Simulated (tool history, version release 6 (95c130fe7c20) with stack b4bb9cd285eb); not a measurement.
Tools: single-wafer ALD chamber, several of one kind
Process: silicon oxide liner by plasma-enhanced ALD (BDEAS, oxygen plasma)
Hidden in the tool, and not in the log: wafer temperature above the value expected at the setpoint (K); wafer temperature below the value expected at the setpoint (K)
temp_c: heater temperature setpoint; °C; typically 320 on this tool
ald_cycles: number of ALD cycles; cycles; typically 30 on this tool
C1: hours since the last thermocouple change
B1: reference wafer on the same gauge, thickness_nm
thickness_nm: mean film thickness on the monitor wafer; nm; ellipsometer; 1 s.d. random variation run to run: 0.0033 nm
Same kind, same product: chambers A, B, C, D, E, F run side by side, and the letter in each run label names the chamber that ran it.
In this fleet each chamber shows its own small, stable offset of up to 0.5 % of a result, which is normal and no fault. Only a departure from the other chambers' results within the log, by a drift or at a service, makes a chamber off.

run 1A day=0.45 | temp_c=320 ald_cycles=30 | C1=1200.9 | B1=2.6507 | thickness_nm=2.7217
run 2B day=0.688 | temp_c=320 ald_cycles=30 | C1=644.7 | B1=2.6516 | thickness_nm=2.6981
run 3D day=0.938 | temp_c=320 ald_cycles=30 | C1=1094.7 | B1=2.6506 | thickness_nm=2.7007
run 4C day=1.15 | temp_c=320 ald_cycles=30 | C1=1732.9 | B1=2.651 | thickness_nm=2.7227
run 5E day=1.596 | temp_c=334 ald_cycles=34 | C1=1648.2 | B1=2.6517 | thickness_nm=3.0218
run 6F day=1.833 | temp_c=334 ald_cycles=34 | C1=1637.6 | B1=2.6518 | thickness_nm=3.0097
run 7C day=2.05 | temp_c=334 ald_cycles=34 | C1=1754.5 | B1=2.6513 | thickness_nm=3.0245
run 8B day=2.438 | temp_c=334 ald_cycles=34 | C1=686.7 | B1=2.653 | thickness_nm=3.0097
run 9D day=2.675 | temp_c=334 ald_cycles=34 | C1=1136.4 | B1=2.6528 | thickness_nm=2.9995
run 10E day=3.104 | temp_c=334 ald_cycles=34 | C1=1684.4 | B1=2.653 | thickness_nm=3.015
run 11A day=3.408 | temp_c=309 ald_cycles=33 | C1=1271.9 | B1=2.6536 | thickness_nm=3.0425
run 12F day=3.808 | temp_c=309 ald_cycles=33 | C1=1685 | B1=2.6541 | thickness_nm=3.0285
run 13A day=4.05 | temp_c=309 ald_cycles=33 | C1=1287.3 | B1=2.6533 | thickness_nm=3.0496
run 14D day=4.425 | temp_c=309 ald_cycles=33 | C1=1178.4 | B1=2.6544 | thickness_nm=3.0236
run 15E day=4.829 | temp_c=309 ald_cycles=33 | C1=1725.8 | B1=2.6552 | thickness_nm=3.0426
run 16B day=5.038 | temp_c=309 ald_cycles=33 | C1=749.1 | B1=2.6543 | thickness_nm=3.0293
run 17F day=5.404 | temp_c=320 ald_cycles=30 | C1=1723.3 | B1=2.6554 | thickness_nm=2.7092
run 18C day=5.779 | temp_c=320 ald_cycles=30 | C1=1844 | B1=2.6559 | thickness_nm=2.7196
run 19A day=6.083 | temp_c=320 ald_cycles=30 | C1=1336.1 | B1=2.6555 | thickness_nm=2.7232
run 20E day=6.462 | temp_c=334 ald_cycles=33 | C1=1765 | B1=2.6564 | thickness_nm=2.9307
run 21D day=6.9 | temp_c=334 ald_cycles=33 | C1=1237.8 | B1=2.6575 | thickness_nm=2.9247
run 22B day=7.229 | temp_c=334 ald_cycles=33 | C1=801.7 | B1=2.6577 | thickness_nm=2.9234
run 23F day=7.446 | temp_c=334 ald_cycles=33 | C1=1772.3 | B1=2.6575 | thickness_nm=2.9257
run 24C day=7.825 | temp_c=334 ald_cycles=33 | C1=1893.1 | B1=2.6576 | thickness_nm=2.9364
run 25E day=8.192 | temp_c=334 ald_cycles=33 | C1=1806.5 | B1=2.6581 | thickness_nm=2.9272
run 26A day=8.592 | temp_c=320 ald_cycles=30 | C1=1396.3 | B1=2.658 | thickness_nm=2.7317
run 27D day=9.025 | temp_c=320 ald_cycles=30 | C1=1288.8 | B1=2.6594 | thickness_nm=2.7123
run 28F day=9.262 | temp_c=320 ald_cycles=30 | C1=1815.9 | B1=2.659 | thickness_nm=2.7154
run 29B day=9.721 | temp_c=320 ald_cycles=30 | C1=861.5 | B1=2.6603 | thickness_nm=2.7168
run 30C day=10.154 | temp_c=320 ald_cycles=30 | C1=1949 | B1=2.66 | thickness_nm=2.7294
run 31C day=10.546 | temp_c=320 ald_cycles=30 | C1=1958.4 | B1=2.6605 | thickness_nm=2.7307
run 32D day=10.942 | temp_c=320 ald_cycles=30 | C1=1334.8 | B1=2.6605 | thickness_nm=2.7141
run 33B day=11.338 | temp_c=320 ald_cycles=30 | C1=900.3 | B1=2.6603 | thickness_nm=2.7159
run 34A day=11.771 | temp_c=320 ald_cycles=35 | C1=1472.6 | B1=2.6614 | thickness_nm=3.1831
run 35E day=12.204 | temp_c=320 ald_cycles=35 | C1=1902.8 | B1=2.6623 | thickness_nm=3.1804
run 36F day=12.533 | temp_c=320 ald_cycles=35 | C1=1894.4 | B1=2.6621 | thickness_nm=3.1737
run 37B day=12.838 | temp_c=320 ald_cycles=35 | C1=936.3 | B1=2.6624 | thickness_nm=3.1759
run 38F day=13.104 | temp_c=320 ald_cycles=35 | C1=1908.1 | B1=2.6626 | thickness_nm=3.1713

Decide between three cases: one chamber stands off from its peers, the gauge reading all wafers drifts, or nothing is wrong past each chamber's small offset. Where a chamber is off, say which and what most likely put it there.

No chamber is off; the gauge reading every chamber's wafers drifts, which makes the whole fleet appear to move together.
Likeliest cause: gauge reads high (%) = 0.497.
